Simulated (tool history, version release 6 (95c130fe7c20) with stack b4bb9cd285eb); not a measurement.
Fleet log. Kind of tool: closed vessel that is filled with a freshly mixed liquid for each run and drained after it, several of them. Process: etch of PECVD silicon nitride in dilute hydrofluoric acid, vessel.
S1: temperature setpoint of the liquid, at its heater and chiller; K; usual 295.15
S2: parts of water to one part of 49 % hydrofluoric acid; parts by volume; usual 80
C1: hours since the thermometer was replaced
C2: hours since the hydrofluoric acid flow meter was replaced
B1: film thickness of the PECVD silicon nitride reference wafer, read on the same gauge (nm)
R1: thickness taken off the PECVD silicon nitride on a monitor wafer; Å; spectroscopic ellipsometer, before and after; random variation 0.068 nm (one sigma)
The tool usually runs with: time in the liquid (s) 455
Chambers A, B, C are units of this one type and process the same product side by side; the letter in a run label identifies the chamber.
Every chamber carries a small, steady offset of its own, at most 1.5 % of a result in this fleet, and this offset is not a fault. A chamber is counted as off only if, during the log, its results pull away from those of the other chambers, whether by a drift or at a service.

run 1C day=0.296 | S1=295.15 S2=80 time_in_the_liquid_(s)=455 | C1=2045.8 C2=1639.5 | B1=150 | R1=83.855
run 2A day=0.529 | S1=295.15 S2=80 time_in_the_liquid_(s)=455 | C1=1081.3 C2=243.9 | B1=150.02 | R1=84.48
run 3B day=0.812 | S1=295.15 S2=80 time_in_the_liquid_(s)=455 | C1=1015.7 C2=1327 | B1=149.97 | R1=85.242
run 4A day=1.292 | S1=295.15 S2=80 time_in_the_liquid_(s)=455 | C1=1099.6 C2=262.2 | B1=150.01 | R1=85.76
run 5C day=1.796 | S1=295.15 S2=80 time_in_the_liquid_(s)=455 | C1=2081.8 C2=1675.5 | B1=150.01 | R1=84.259
run 6B day=2.042 | S1=295.15 S2=80 time_in_the_liquid_(s)=455 | C1=1045.2 C2=1356.5 | B1=150.03 | R1=85.397
-- day=2.146 chamber B: thermometer replaced
run 7A day=2.379 | S1=295.15 S2=80 time_in_the_liquid_(s)=455 | C1=1125.7 C2=288.3 | B1=150.02 | R1=85.335
run 8B day=2.846 | S1=295.15 S2=80 time_in_the_liquid_(s)=455 | C1=16.8 C2=1375.8 | B1=150.01 | R1=84.627
run 9C day=3.088 | S1=290.65 S2=80 time_in_the_liquid_(s)=455 | C1=2112.8 C2=1706.5 | B1=150.02 | R1=61.704
run 10A day=3.45 | S1=290.65 S2=80 time_in_the_liquid_(s)=455 | C1=1151.4 C2=314 | B1=149.99 | R1=63.483
run 11C day=3.796 | S1=290.65 S2=80 time_in_the_liquid_(s)=455 | C1=2129.8 C2=1723.5 | B1=150 | R1=61.359
run 12B day=4.242 | S1=295.15 S2=80 time_in_the_liquid_(s)=455 | C1=50.3 C2=1409.3 | B1=150.02 | R1=86.416
run 13A day=4.525 | S1=295.15 S2=80 time_in_the_liquid_(s)=455 | C1=1177.2 C2=339.8 | B1=150 | R1=86.86
run 14B day=4.912 | S1=295.15 S2=80 time_in_the_liquid_(s)=455 | C1=66.4 C2=1425.4 | B1=150 | R1=85.061
run 15C day=5.258 | S1=295.15 S2=80 time_in_the_liquid_(s)=455 | C1=2164.9 C2=1758.6 | B1=150 | R1=83.93
run 16A day=5.733 | S1=295.15 S2=80 time_in_the_liquid_(s)=455 | C1=1206.2 C2=368.8 | B1=149.98 | R1=89.473
run 17B day=6.183 | S1=295.15 S2=80 time_in_the_liquid_(s)=455 | C1=96.9 C2=1455.9 | B1=150.02 | R1=85.828
run 18C day=6.454 | S1=295.15 S2=80 time_in_the_liquid_(s)=455 | C1=2193.6 C2=1787.3 | B1=149.98 | R1=84.853
run 19B day=6.917 | S1=295.15 S2=80 time_in_the_liquid_(s)=455 | C1=114.5 C2=1473.5 | B1=149.98 | R1=85.655
run 20A day=7.354 | S1=295.15 S2=80 time_in_the_liquid_(s)=455 | C1=1245.1 C2=407.7 | B1=149.99 | R1=89.843
run 21C day=7.842 | S1=295.15 S2=80 time_in_the_liquid_(s)=455 | C1=2226.9 C2=1820.6 | B1=150 | R1=83.672
run 22A day=8.071 | S1=295.15 S2=80 time_in_the_liquid_(s)=455 | C1=1262.3 C2=424.9 | B1=150.01 | R1=91.648
run 23B day=8.525 | S1=295.15 S2=80 time_in_the_liquid_(s)=455 | C1=153.1 C2=1512.1 | B1=150 | R1=86.731
run 24C day=8.75 | S1=295.15 S2=80 time_in_the_liquid_(s)=455 | C1=2248.7 C2=1842.4 | B1=150.01 | R1=84.366
run 25C day=9.038 | S1=299.65 S2=40 time_in_the_liquid_(s)=455 | C1=2255.6 C2=1849.3 | B1=150 | R1=226.5
run 26B day=9.546 | S1=299.65 S2=40 time_in_the_liquid_(s)=455 | C1=177.6 C2=1536.6 | B1=150.02 | R1=231.66
run 27A day=10.029 | S1=299.65 S2=40 time_in_the_liquid_(s)=455 | C1=1309.3 C2=471.9 | B1=149.98 | R1=248.41
run 28B day=10.438 | S1=295.15 S2=80 time_in_the_liquid_(s)=455 | C1=199 C2=1558 | B1=149.99 | R1=84.791
run 29A day=10.908 | S1=295.15 S2=80 time_in_the_liquid_(s)=455 | C1=1330.4 C2=493 | B1=149.99 | R1=93.149

Does one chamber stand apart from the rest, does the shared gauge drift, or is all well apart from small per-chamber offsets? Give the chamber and the most likely cause, where there is one.

Little by little, chamber A moves away from the other chambers.
Likeliest cause: hydrofluoric acid flow above the setpoint (%) = 9.53.
It could be hard to tell apart here from: liquid hotter than its thermometer reads (K).

Here are 4 candidates for chamber A's next run, each the usual settings with a change, their results left as question marks. Which one brings its results back in line with what the others give on the usual settings?
In line here means within this much of the mean the other chambers give on the usual settings: R1 2.4 Å
run 30A-1 day=11.275 | S1=295.65 S2=75 time_in_the_liquid_(s)=455 | R1=?
run 30A-2 day=11.275 | S1=295.15 S2=80 time_in_the_liquid_(s)=410 | R1=?
run 30A-3 day=11.275 | S1=295.15 S2=80 time_in_the_liquid_(s)=475 | R1=?
run 30A-4 day=11.275 | S1=295.15 S2=80 time_in_the_liquid_(s)=435 | R1=?

The other chambers' mean on the usual settings: R1 84.808 Å
run=30A-1 R1=103.1
run=30A-2 R1=84.217
run=30A-3 R1=97.568
run=30A-4 R1=89.352
The answer is 30A-2, which returns the chamber to within the allowed miss of the others.
